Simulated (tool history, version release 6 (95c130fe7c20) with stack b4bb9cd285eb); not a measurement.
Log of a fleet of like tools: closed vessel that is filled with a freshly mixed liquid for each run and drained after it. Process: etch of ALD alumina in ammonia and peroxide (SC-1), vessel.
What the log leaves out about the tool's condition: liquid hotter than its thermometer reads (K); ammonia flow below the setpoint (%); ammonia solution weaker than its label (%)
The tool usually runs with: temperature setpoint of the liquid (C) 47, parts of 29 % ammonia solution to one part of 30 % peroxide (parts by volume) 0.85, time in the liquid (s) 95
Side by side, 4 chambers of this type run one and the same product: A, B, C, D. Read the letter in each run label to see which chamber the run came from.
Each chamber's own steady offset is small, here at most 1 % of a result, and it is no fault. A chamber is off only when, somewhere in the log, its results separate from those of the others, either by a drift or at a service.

run,hour,temperature setpoint of the liquid (C),parts of 29 % ammonia solution to one part of 30 % peroxide (parts by volume),time in the liquid (s),hours since the thermometer was replaced,hours since the ammonia flow meter was replaced,hours since the drum of ammonia solution was connected,"read-back film thickness of the ALD alumina reference wafer, read on the same gauge (nm)",thickness taken off the ALD alumina on a monitor wafer (nm)
1B,8.5,47,0.85,95,889.6,1571.4,482.3,99.991,4.6888
2A,16.2,47,0.85,95,894.4,614.9,714.3,100.000,4.6608
3C,24.4,47,0.85,95,1056.8,179.5,570.2,99.982,4.7428
4D,30.9,47,0.85,95,149.3,125.2,371.9,99.992,4.7222
5A,36.4,47,0.85,130,914.6,635.1,734.5,100.020,6.4121
6B,41.5,47,0.85,130,922.6,1604.4,515.3,100.010,6.3243
7C,50.5,47,0.85,130,1082.9,205.6,596.3,100.010,6.4991
8D,54.9,47,0.85,130,173.3,149.2,395.9,99.981,6.5169
9D,59.3,47,0.85,95,177.7,153.6,400.3,100.010,4.7013
10B,67.0,47,0.85,95,948.1,1629.9,540.8,100.010,4.6484
11A,72.2,47,0.85,95,950.4,670.9,770.3,99.984,4.6973
12C,78.3,47,0.85,95,1110.7,233.4,624.1,100.020,4.7343
13D,85.6,47,0.85,95,204.0,179.9,426.6,99.999,4.7534
14B,92.9,47,0.85,40,974.0,1655.8,566.7,100.010,1.9761
15C,99.4,47,0.85,40,1131.8,254.5,645.2,100.020,1.9751
16A,106.6,47,0.85,40,984.8,705.3,804.7,99.993,2.0206
17A,111.5,47,0.85,40,989.7,710.2,809.6,99.976,2.0120
18D,117.6,47,0.85,95,236.0,211.9,458.6,99.997,4.8171
19B,122.1,47,0.85,95,1003.2,1685.0,595.9,99.994,4.7456
20C,130.2,47,0.65,95,1162.6,285.3,676.0,99.995,4.5661
21B,135.4,47,0.65,95,1016.5,1698.3,609.2,100.010,4.5858
22D,143.8,47,0.65,95,262.2,238.1,484.8,100.020,4.6364
23A,152.7,47,0.65,95,1030.9,751.4,850.8,99.990,4.7860
24C,161.0,47,0.85,95,1193.4,316.1,706.8,100.000,4.6934
25B,169.8,47,0.85,95,1050.9,1732.7,643.6,99.986,4.7317
26D,178.3,47,0.85,95,296.7,272.6,519.3,100.000,4.7811

One chamber off, gauge drift, or nothing amiss beyond the chambers' own small offsets? If it is a chamber, which one, and what is the likeliest cause?

One chamber, A, drifts off from the rest bit by bit.
Likeliest cause: liquid hotter than its thermometer reads (K) = 0.935.

Which of the 4 candidates below, each the usual settings with something changed and its results left as question marks, puts chamber A back in line with what the other chambers give on the usual settings?
Counts as in line when no further than this from what the other chambers average on the usual settings: thickness taken off the ALD alumina on a monitor wafer (nm) 0.1500
27A-1,184.9,47,0.85,100,,,,,?
27A-2,184.9,46,0.85,90,,,,,?
27A-3,184.9,47,0.85,90,,,,,?
27A-4,184.9,48,0.85,100,,,,,?

What the other chambers average on the usual settings: thickness taken off the ALD alumina on a monitor wafer (nm) 4.7101
run,thickness taken off the ALD alumina on a monitor wafer (nm)
27A-1,5.1695
27A-2,4.3968
27A-3,4.6526
27A-4,5.4711
The answer is 27A-3, which returns the chamber to within the allowed miss of the others.
